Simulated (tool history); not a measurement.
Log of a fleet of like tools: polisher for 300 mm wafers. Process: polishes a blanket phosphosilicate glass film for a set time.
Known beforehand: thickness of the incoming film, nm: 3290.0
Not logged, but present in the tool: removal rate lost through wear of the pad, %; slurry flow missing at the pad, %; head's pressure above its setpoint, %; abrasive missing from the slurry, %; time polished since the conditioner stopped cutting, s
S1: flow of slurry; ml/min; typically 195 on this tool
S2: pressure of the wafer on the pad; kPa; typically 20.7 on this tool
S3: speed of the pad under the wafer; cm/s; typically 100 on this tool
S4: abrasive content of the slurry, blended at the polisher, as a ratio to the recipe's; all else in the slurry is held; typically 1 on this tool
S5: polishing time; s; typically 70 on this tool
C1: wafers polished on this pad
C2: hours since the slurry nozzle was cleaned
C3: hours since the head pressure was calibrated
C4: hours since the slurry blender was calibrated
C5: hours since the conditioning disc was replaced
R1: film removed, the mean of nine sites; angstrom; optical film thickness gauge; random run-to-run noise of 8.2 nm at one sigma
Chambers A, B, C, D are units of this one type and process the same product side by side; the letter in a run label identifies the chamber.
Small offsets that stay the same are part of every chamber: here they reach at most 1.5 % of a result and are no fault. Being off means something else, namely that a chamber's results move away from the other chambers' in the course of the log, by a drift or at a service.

run,day,S1,S2,S3,S4,S5,C1,C2,C3,C4,C5,R1
# day 0.079: chamber A: worn pad replaced by a new one
1B,0.496,195,20.7,100,1,70,566,406.5,78.2,143.1,51.7,6745.8
# day 0.838: chamber A: slurry blender recalibrated
# day 0.854: chamber C: slurry nozzle cleaned
# day 0.892: chamber C: worn pad replaced by a new one
2A,1.067,195,20.7,100,1,70,216,712,37.1,5.5,516.1,6764.8
# day 1.171: chamber A: conditioning disc replaced and pad reconditioned
3D,1.458,195,20.7,100,1,70,886,130.4,721.8,116.2,156.3,6742.2
# day 1.588: chamber D: worn pad replaced by a new one
4C,1.833,195,20.7,100,1,70,206,23.6,1266.5,351.7,366.6,6955.4
# day 1.938: chamber B: worn pad replaced by a new one
# day 2.212: chamber A: slurry nozzle cleaned
# day 2.217: chamber B: slurry blender recalibrated
5C,2.304,140,20.7,100,0.85,70,309,34.9,1277.8,363,377.9,5897.9
# day 2.696: chamber C: slurry blender recalibrated
6D,2.854,140,20.7,100,0.85,70,278,163.9,755.3,149.7,189.8,6064.3
7A,3.396,140,20.7,100,0.85,70,726,28.5,93,61.4,53.5,6004.3
# day 3.4: chamber A: worn pad replaced by a new one
# day 3.508: chamber B: conditioning disc replaced and pad reconditioned
8B,3.658,140,20.7,100,0.85,70,376,482.4,154.1,34.7,3.6,5969.4
9C,3.921,195,20.7,100,1,70,663,73.7,1316.6,29.5,416.7,6781.5
# day 3.979: chamber C: conditioning disc replaced and pad reconditioned
10A,4.417,195,20.7,100,1,70,223,53,117.5,85.9,78,6739.9
11B,4.875,195,20.7,100,1,70,642,511.6,183.3,63.9,32.8,6639.1
# day 5.029: chamber D: conditioning disc replaced and pad reconditioned
12D,5.3,195,20.7,100,1,70,813,222.6,814,208.4,6.6,6903.9
# day 5.392: chamber D: worn pad replaced by a new one
13C,5.654,195,20.7,100,1,70,1043,115.3,1358.2,71.1,40.3,6767.7
# day 5.688: chamber B: worn pad replaced by a new one
14D,6.171,195,20.7,100,1,70,170,243.5,834.9,229.3,27.5,6760.4
15A,6.538,195,20.7,100,1,70,687,103.9,168.4,136.8,128.9,6891.1
# day 7.025: chamber A: worn pad replaced by a new one
16B,7.042,195,20.7,100,1,70,296,563.6,235.3,115.9,84.8,6812.8
17D,7.312,195,20.7,100,1,70,420,270.9,862.3,256.7,54.9,6702.6
18A,7.733,195,20.7,66,1,70,155,132.6,197.1,165.5,157.6,4849
# day 8.154: chamber C: worn pad replaced by a new one
19B,8.192,195,20.7,66,1,70,548,591.2,262.9,143.5,112.4,4823.3
# day 8.383: chamber B: conditioning disc replaced and pad reconditioned
20C,8.604,195,20.7,66,1,70,98,186.1,1429,141.9,111.1,4864.8
21A,8.95,195,20.7,66,1,70,422,161.8,226.3,194.7,186.8,4755.6
22C,9.3,195,20.7,100,1,70,251,202.8,1445.7,158.6,127.8,6825.8
# day 9.442: chamber B: worn pad replaced by a new one
23B,9.779,195,20.7,122,1,70,74,629.3,301,181.6,33.6,7714.9
# day 10.038: chamber D: worn pad replaced by a new one
# day 10.267: chamber A: worn pad replaced by a new one
24D,10.308,195,20.7,122,1,70,59,342.8,934.2,328.6,126.8,7582.8
# day 10.375: chamber B: slurry blender recalibrated
25C,10.796,195,20.7,122,1,70,578,238.7,1481.6,194.5,163.7,7946.8
26D,11.342,195,20.7,122,1,70,285,367.6,959,353.4,151.6,7607.1
# day 11.579: chamber C: head pressure recalibrated
27B,11.712,195,20.7,100,1,70,497,675.7,347.4,32.1,80,6724.9
28A,12.021,195,20.7,100,1,70,384,235.5,300,268.4,260.5,6588.7
29B,12.546,195,20.7,100,1,70,679,695.7,367.4,52.1,100,6745.6
30D,12.867,195,20.7,100,1,70,619,404.2,995.6,390,188.2,6304.2
# day 13.208: chamber D: slurry nozzle cleaned
# day 13.321: chamber B: conditioning disc replaced and pad reconditioned
# day 13.35: chamber D: conditioning disc replaced and pad reconditioned
# day 13.438: chamber B: worn pad replaced by a new one
31A,13.438,195,20.7,100,1,70,694,269.5,334,302.4,294.5,6795.8
32C,13.971,195,20.7,100,1,70,1273,314.9,57.4,270.7,239.9,6827.4
# day 14.358: chamber A: worn pad replaced by a new one
33D,14.392,195,20.7,100,1,70,953,28.4,1032.2,426.6,25,5985.9
# day 14.562: chamber D: worn pad replaced by a new one
34C,14.921,195,20.7,100,1,70,1481,337.7,80.2,293.5,262.7,6833.8
# day 15.129: chamber C: worn pad replaced by a new one
35B,15.408,195,20.7,100,1,70,431,764.4,436.1,120.8,50.1,6709.5
36A,15.775,195,20.7,100,1,70,310,325.6,390.1,358.5,350.6,6821.8
37A,16.067,195,20.7,100,1,70,374,332.6,397.1,365.5,357.6,6845.6
38B,16.388,195,20.7,100,1,70,646,787.9,459.6,144.3,73.6,6713.5
39D,16.767,195,20.7,100,1,70,483,85.4,1089.2,483.6,82,6008.9
# day 16.867: chamber A: slurry blender recalibrated
40C,17.212,195,20.7,100,1,70,456,392.7,135.2,348.5,317.7,6887.2
# day 17.283: chamber C: slurry blender recalibrated
41C,17.617,195,20.7,100,1,70,544,402.4,144.9,8,327.4,6865.8
# day 17.646: chamber A: worn pad replaced by a new one
42A,17.962,195,20.7,100,1,70,69,378.1,442.6,26.3,403.1,6780.3
43D,18.217,235,26.9,100,1,70,800,120.2,1124,518.4,116.8,7752.4

For the next run the whole fleet of 4 chambers uses the same settings. Give each chamber's results:
44A,18.633,195,20.7,100,0.85,70,,,,,,?
44B,18.633,195,20.7,100,0.85,70,,,,,,?
44C,18.633,195,20.7,100,0.85,70,,,,,,?
44D,18.633,195,20.7,100,0.85,70,,,,,,?

run,R1
44A,6087.7
44B,6156.2
44C,6199.2
44D,5317.5

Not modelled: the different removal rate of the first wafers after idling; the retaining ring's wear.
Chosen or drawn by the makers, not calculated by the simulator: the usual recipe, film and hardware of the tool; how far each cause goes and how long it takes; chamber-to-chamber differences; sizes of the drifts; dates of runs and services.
